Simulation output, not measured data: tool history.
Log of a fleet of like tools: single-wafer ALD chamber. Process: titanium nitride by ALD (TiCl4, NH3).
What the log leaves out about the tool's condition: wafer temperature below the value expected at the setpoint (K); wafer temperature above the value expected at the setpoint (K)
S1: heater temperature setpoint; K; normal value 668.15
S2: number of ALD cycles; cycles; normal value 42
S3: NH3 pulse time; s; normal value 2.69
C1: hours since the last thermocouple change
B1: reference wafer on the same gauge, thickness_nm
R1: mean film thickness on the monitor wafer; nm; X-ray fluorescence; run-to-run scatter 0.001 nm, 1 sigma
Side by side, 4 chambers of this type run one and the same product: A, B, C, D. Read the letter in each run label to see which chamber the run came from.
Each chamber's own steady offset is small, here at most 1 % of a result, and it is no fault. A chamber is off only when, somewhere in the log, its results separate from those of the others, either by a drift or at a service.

run	hour	S1	S2	S3	C1	B1	R1
1C	8.0	668.15	42	2.69	269.4	1.0643	0.93087
2B	21.9	668.15	42	2.69	2015.0	1.0645	0.93898
3D	33.5	668.15	42	2.69	661.3	1.0641	0.93947
4A	49.8	668.15	42	2.69	395.5	1.0647	0.93025
5D	62.5	677.15	42	2.69	690.3	1.0648	0.94363
6B	78.1	677.15	42	2.69	2071.2	1.0648	0.94121
7C	91.2	677.15	42	2.69	352.6	1.0649	0.93692
8A	102.8	677.15	42	2.69	448.5	1.0648	0.93618
9C	118.1	668.15	42	3.46	379.5	1.0650	0.94141
10B	130.8	668.15	42	3.46	2123.9	1.0654	0.94765
11D	142.1	668.15	42	3.46	769.9	1.0655	0.95013
12A	155.1	668.15	42	3.46	500.8	1.0655	0.93862
13B	168.5	668.15	42	2.69	2161.6	1.0654	0.94045
# hour 172.8: chamber B: thermocouple changed; heater temperature recalibrated
14C	180.1	668.15	42	2.69	441.5	1.0656	0.93252
15A	191.6	668.15	42	2.69	537.3	1.0659	0.92898
16D	207.0	668.15	42	2.69	834.8	1.0657	0.94255
17D	219.2	668.15	42	2.69	847.0	1.0661	0.94143
18A	233.2	668.15	42	2.69	578.9	1.0660	0.93039
19C	241.9	668.15	42	2.69	503.3	1.0662	0.93224
20B	252.3	668.15	42	2.69	79.5	1.0664	0.93948
21A	260.9	668.15	42	2.69	606.6	1.0662	0.93331
22D	273.5	663.15	42	2.69	901.3	1.0665	0.93953
23B	288.8	663.15	42	2.69	116.0	1.0666	0.93922
24C	296.3	663.15	42	2.69	557.7	1.0666	0.92978
25C	307.5	663.15	42	2.69	568.9	1.0669	0.92941
26A	318.0	668.15	42	2.69	663.7	1.0668	0.93377
27B	328.0	660.15	42	2.69	155.2	1.0669	0.93772
28D	340.2	660.15	42	2.69	968.0	1.0670	0.93662
29D	351.2	660.15	42	2.69	979.0	1.0675	0.93706
30A	364.1	660.15	42	2.69	709.8	1.0674	0.92659
31C	374.0	668.15	42	2.69	635.4	1.0670	0.93569
32B	383.8	668.15	42	2.69	211.0	1.0674	0.94267
33A	393.8	668.15	42	2.69	739.5	1.0678	0.93227
34C	404.1	677.15	42	2.69	665.5	1.0678	0.93867
35B	414.3	677.15	42	2.69	241.5	1.0680	0.94373
36D	422.3	677.15	42	2.69	1050.1	1.0676	0.94701
37A	436.5	677.15	42	2.69	782.2	1.0677	0.93629
38D	453.1	668.15	42	2.69	1080.9	1.0679	0.94564
39C	460.8	668.15	42	2.69	722.2	1.0683	0.93703
40B	476.9	668.15	42	2.69	304.1	1.0683	0.94271
41D	487.5	668.15	42	2.69	1115.3	1.0683	0.94398
42B	498.2	676.15	42	2.69	325.4	1.0684	0.94474
43C	509.4	676.15	42	2.69	770.8	1.0685	0.93698
44A	520.0	676.15	42	2.69	865.7	1.0688	0.93690

Decide between three cases: one chamber stands off from its peers, the gauge reading all wafers drifts, or nothing is wrong past each chamber's small offset. Where a chamber is off, say which and what most likely put it there.

No chamber is off; the gauge reading every chamber's wafers drifts, which makes the whole fleet appear to move together.
What lies behind it: gauge reads high (%) = 0.456.

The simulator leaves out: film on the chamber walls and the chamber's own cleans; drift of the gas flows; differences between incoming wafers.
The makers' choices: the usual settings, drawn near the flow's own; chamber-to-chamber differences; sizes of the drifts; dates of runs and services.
